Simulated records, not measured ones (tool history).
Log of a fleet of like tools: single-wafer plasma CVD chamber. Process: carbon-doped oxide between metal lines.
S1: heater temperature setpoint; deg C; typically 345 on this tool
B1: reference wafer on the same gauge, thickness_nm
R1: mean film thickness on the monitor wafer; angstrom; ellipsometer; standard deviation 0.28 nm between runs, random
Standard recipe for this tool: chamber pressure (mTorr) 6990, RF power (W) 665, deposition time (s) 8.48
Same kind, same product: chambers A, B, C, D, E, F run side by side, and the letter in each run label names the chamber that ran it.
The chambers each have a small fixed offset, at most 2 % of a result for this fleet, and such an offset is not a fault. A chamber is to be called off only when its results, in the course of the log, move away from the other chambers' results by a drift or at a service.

Run 1D, hour 4.8: usual settings; B1 59.687. Result: R1 557.54 angstrom.
Run 2F, hour 8.3: usual settings; B1 59.72. Result: R1 555.85 angstrom.
Run 3A, hour 15.2: usual settings; B1 59.694. Result: R1 554.27 angstrom.
Run 4C, hour 21.1: usual settings; B1 59.751. Result: R1 554.28 angstrom.
Run 5E, hour 27.5: usual settings; B1 59.775. Result: R1 547.33 angstrom.
Run 6B, hour 33.9: usual settings but chamber pressure (mTorr) 8600, RF power (W) 745; B1 59.727. Result: R1 607.4 angstrom.
Run 7F, hour 40.9: usual settings but chamber pressure (mTorr) 8600, RF power (W) 745; B1 59.599. Result: R1 603.18 angstrom.
Run 8B, hour 45.8: usual settings but chamber pressure (mTorr) 8600, RF power (W) 745; B1 59.766. Result: R1 602.71 angstrom.
Run 9D, hour 49.8: usual settings but chamber pressure (mTorr) 8600, RF power (W) 745; B1 59.704. Result: R1 608.16 angstrom.
Run 10C, hour 54.6: usual settings but chamber pressure (mTorr) 8600, RF power (W) 745; B1 59.714. Result: R1 596.69 angstrom.
Run 11E, hour 61.7: usual settings but chamber pressure (mTorr) 8600, RF power (W) 745; B1 59.772. Result: R1 583.07 angstrom.
Run 12A, hour 64.8: usual settings; B1 59.629. Result: R1 553.07 angstrom.
Run 13C, hour 70.8: usual settings; B1 59.74. Result: R1 546.12 angstrom.
Run 14B, hour 76.7: usual settings but S1 331 deg C, chamber pressure (mTorr) 6000; B1 59.677. Result: R1 571.05 angstrom.
Run 15D, hour 83.1: usual settings but S1 331 deg C, chamber pressure (mTorr) 6000; B1 59.689. Result: R1 573.19 angstrom.
Run 16A, hour 88.6: usual settings but S1 331 deg C, chamber pressure (mTorr) 6000; B1 59.66. Result: R1 568.68 angstrom.
Run 17E, hour 92: usual settings but S1 331 deg C, chamber pressure (mTorr) 6000; B1 59.687. Result: R1 558.97 angstrom.
Run 18F, hour 98: usual settings but S1 331 deg C, chamber pressure (mTorr) 6000; B1 59.725. Result: R1 569.58 angstrom.
Run 19F, hour 102.5: usual settings but S1 331 deg C, chamber pressure (mTorr) 6000; B1 59.729. Result: R1 570.02 angstrom.
Run 20A, hour 105.8: usual settings; B1 59.601. Result: R1 553.21 angstrom.
Run 21B, hour 110.8: usual settings; B1 59.752. Result: R1 554.7 angstrom.
Run 22E, hour 115.3: usual settings; B1 59.706. Result: R1 541.52 angstrom.
At hour 117.7: chamber E: thermocouple changed; heater temperature recalibrated.
Run 23D, hour 118.5: usual settings; B1 59.722. Result: R1 559.21 angstrom.
Run 24C, hour 123.8: usual settings but chamber pressure (mTorr) 8430, deposition time (s) 9.17; B1 59.718. Result: R1 600.88 angstrom.
Run 25E, hour 129.7: usual settings but chamber pressure (mTorr) 8430, deposition time (s) 9.17; B1 59.678. Result: R1 590.44 angstrom.
Run 26D, hour 136: usual settings but chamber pressure (mTorr) 8430, deposition time (s) 9.17; B1 59.722. Result: R1 611.39 angstrom.
Run 27F, hour 139.9: usual settings but chamber pressure (mTorr) 8430, deposition time (s) 9.17; B1 59.668. Result: R1 600.43 angstrom.
Run 28A, hour 144.1: usual settings but chamber pressure (mTorr) 8430, deposition time (s) 9.17; B1 59.686. Result: R1 607.93 angstrom.
Run 29C, hour 147.3: usual settings but chamber pressure (mTorr) 8430, deposition time (s) 9.17; B1 59.683. Result: R1 595.69 angstrom.
Run 30B, hour 151.4: usual settings; B1 59.656. Result: R1 556.41 angstrom.
Run 31E, hour 157.1: usual settings; B1 59.693. Result: R1 543.35 angstrom.
Run 32F, hour 161.4: usual settings; B1 59.701. Result: R1 549.57 angstrom.
Run 33A, hour 164.7: usual settings; B1 59.65. Result: R1 554.79 angstrom.
Run 34C, hour 170.4: usual settings; B1 59.624. Result: R1 549.36 angstrom.
Run 35D, hour 176.5: usual settings; B1 59.632. Result: R1 555.43 angstrom.
Run 36B, hour 182.7: usual settings; B1 59.751. Result: R1 558.99 angstrom.
Run 37B, hour 187.8: usual settings; B1 59.679. Result: R1 559.09 angstrom.
Run 38F, hour 190.8: usual settings but chamber pressure (mTorr) 7770, RF power (W) 540; B1 59.707. Result: R1 492.34 angstrom.

All 6 chambers run these settings next. Forecast each chamber's results:
Run 39A, hour 195.9: usual settings. Result: R1 ?.
Run 39B, hour 195.9: usual settings. Result: R1 ?.
Run 39C, hour 195.9: usual settings. Result: R1 ?.
Run 39D, hour 195.9: usual settings. Result: R1 ?.
Run 39E, hour 195.9: usual settings. Result: R1 ?.
Run 39F, hour 195.9: usual settings. Result: R1 ?.

run      R1
39A  560.29
39B  552.36
39C  546.61
39D  561.25
39E  544.13
39F  559.84
